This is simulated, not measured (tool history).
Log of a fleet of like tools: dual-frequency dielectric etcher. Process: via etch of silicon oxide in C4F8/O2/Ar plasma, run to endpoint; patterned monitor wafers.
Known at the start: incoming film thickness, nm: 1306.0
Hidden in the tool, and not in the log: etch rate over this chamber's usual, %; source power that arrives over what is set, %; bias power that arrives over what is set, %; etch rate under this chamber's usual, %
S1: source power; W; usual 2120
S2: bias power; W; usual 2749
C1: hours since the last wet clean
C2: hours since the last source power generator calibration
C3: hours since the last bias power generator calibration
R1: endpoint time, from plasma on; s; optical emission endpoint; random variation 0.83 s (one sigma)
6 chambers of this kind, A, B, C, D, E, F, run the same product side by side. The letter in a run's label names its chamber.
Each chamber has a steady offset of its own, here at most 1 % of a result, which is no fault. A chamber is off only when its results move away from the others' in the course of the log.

run 1F hour=7.7 | S1=2120 S2=2749 | C1=281.7 C2=1824.3 C3=1288.1 | R1=227.81
run 2B hour=17.2 | S1=2120 S2=2749 | C1=193 C2=2301.8 C3=547.8 | R1=227.23
-- hour=19.7 chamber D: wet clean of the chamber
run 3A hour=28.2 | S1=2120 S2=2749 | C1=244.8 C2=1921.5 C3=2270 | R1=230.61
run 4C hour=34.6 | S1=2120 S2=2749 | C1=265.8 C2=254 C3=1496.4 | R1=229.58
run 5D hour=45.1 | S1=2120 S2=2749 | C1=25.5 C2=1210.4 C3=4214.4 | R1=229.83
run 6E hour=55.8 | S1=2120 S2=2749 | C1=261.4 C2=1882.6 C3=1257.2 | R1=229.25
run 7C hour=62.8 | S1=2120 S2=2749 | C1=294 C2=282.2 C3=1524.6 | R1=230.85
run 8D hour=69.6 | S1=1650 S2=2749 | C1=50 C2=1234.9 C3=4238.9 | R1=255.25
run 9E hour=82.1 | S1=1650 S2=2749 | C1=287.7 C2=1908.9 C3=1283.5 | R1=252.95
run 10B hour=87.8 | S1=1650 S2=2749 | C1=263.6 C2=2372.4 C3=618.4 | R1=248.9
run 11F hour=94.9 | S1=1650 S2=2749 | C1=368.9 C2=1911.5 C3=1375.3 | R1=250.75
run 12A hour=101.9 | S1=1650 S2=2749 | C1=318.5 C2=1995.2 C3=2343.7 | R1=254.32
run 13D hour=109.5 | S1=1650 S2=2749 | C1=89.9 C2=1274.8 C3=4278.8 | R1=255.48
run 14C hour=118.1 | S1=1760 S2=2974 | C1=349.3 C2=337.5 C3=1579.9 | R1=238.21
run 15F hour=127.9 | S1=1760 S2=2974 | C1=401.9 C2=1944.5 C3=1408.3 | R1=240.42
run 16A hour=138 | S1=1760 S2=2974 | C1=354.6 C2=2031.3 C3=2379.8 | R1=242.25
run 17B hour=144.6 | S1=1760 S2=2974 | C1=320.4 C2=2429.2 C3=675.2 | R1=238.68
run 18E hour=152.5 | S1=1760 S2=2974 | C1=358.1 C2=1979.3 C3=1353.9 | R1=241.48
-- hour=160.7 chamber E: source power generator calibrated
run 19C hour=160.9 | S1=1760 S2=2974 | C1=392.1 C2=380.3 C3=1622.7 | R1=236.05
-- hour=163.4 chamber B: wet clean of the chamber
run 20D hour=171.8 | S1=2120 S2=2749 | C1=152.2 C2=1337.1 C3=4341.1 | R1=231.78
run 21A hour=178.1 | S1=2120 S2=2749 | C1=394.7 C2=2071.4 C3=2419.9 | R1=230.11
run 22E hour=185.6 | S1=2120 S2=2749 | C1=391.2 C2=25 C3=1387 | R1=227.54
run 23B hour=194.7 | S1=2120 S2=2749 | C1=31.3 C2=2479.3 C3=725.3 | R1=227.02
run 24F hour=201.9 | S1=1670 S2=3171 | C1=475.9 C2=2018.5 C3=1482.3 | R1=238.79
run 25D hour=210.5 | S1=1670 S2=3171 | C1=190.9 C2=1375.8 C3=4379.8 | R1=242.22
run 26B hour=220.7 | S1=1670 S2=3171 | C1=57.3 C2=2505.3 C3=751.3 | R1=238.25
run 27C hour=230.3 | S1=1670 S2=3171 | C1=461.5 C2=449.7 C3=1692.1 | R1=235.35
run 28A hour=240.8 | S1=1670 S2=3171 | C1=457.4 C2=2134.1 C3=2482.6 | R1=241.02
run 29E hour=252.6 | S1=1670 S2=3171 | C1=458.2 C2=92 C3=1454 | R1=240.38
-- hour=253.3 chamber F: wet clean of the chamber
run 30F hour=258.8 | S1=2120 S2=2749 | C1=5.5 C2=2075.4 C3=1539.2 | R1=229.2
run 31B hour=271.2 | S1=2120 S2=2749 | C1=107.8 C2=2555.8 C3=801.8 | R1=226.83
run 32D hour=279.2 | S1=2120 S2=2749 | C1=259.6 C2=1444.5 C3=4448.5 | R1=230.2
run 33F hour=291.2 | S1=2120 S2=2749 | C1=37.9 C2=2107.8 C3=1571.6 | R1=228.85
run 34A hour=299.6 | S1=2120 S2=2749 | C1=516.2 C2=2192.9 C3=2541.4 | R1=228.48
-- hour=301.2 chamber A: wet clean of the chamber
run 35E hour=306.7 | S1=2530 S2=3038 | C1=512.3 C2=146.1 C3=1508.1 | R1=207.19
run 36C hour=314.7 | S1=2530 S2=3038 | C1=545.9 C2=534.1 C3=1776.5 | R1=201.31
run 37D hour=322.1 | S1=2530 S2=3038 | C1=302.5 C2=1487.4 C3=4491.4 | R1=208.67
run 38C hour=333.8 | S1=2530 S2=3038 | C1=565 C2=553.2 C3=1795.6 | R1=200.99
run 39F hour=339.4 | S1=2530 S2=3038 | C1=86.1 C2=2156 C3=1619.8 | R1=206.96
run 40E hour=351.6 | S1=2530 S2=3038 | C1=557.2 C2=191 C3=1553 | R1=205.95
run 41B hour=363.4 | S1=2120 S2=2749 | C1=200 C2=2648 C3=894 | R1=229.04
run 42A hour=371.9 | S1=2120 S2=2749 | C1=70.7 C2=2265.2 C3=2613.7 | R1=230.33

Next, every chamber runs the same settings. What will each give?
run 43A hour=381 | S1=1720 S2=2749 | R1=?
run 43B hour=381 | S1=1720 S2=2749 | R1=?
run 43C hour=381 | S1=1720 S2=2749 | R1=?
run 43D hour=381 | S1=1720 S2=2749 | R1=?
run 43E hour=381 | S1=1720 S2=2749 | R1=?
run 43F hour=381 | S1=1720 S2=2749 | R1=?

run=43A R1=251.63
run=43B R1=248.23
run=43C R1=239.86
run=43D R1=251.51
run=43E R1=248.52
run=43F R1=247.62
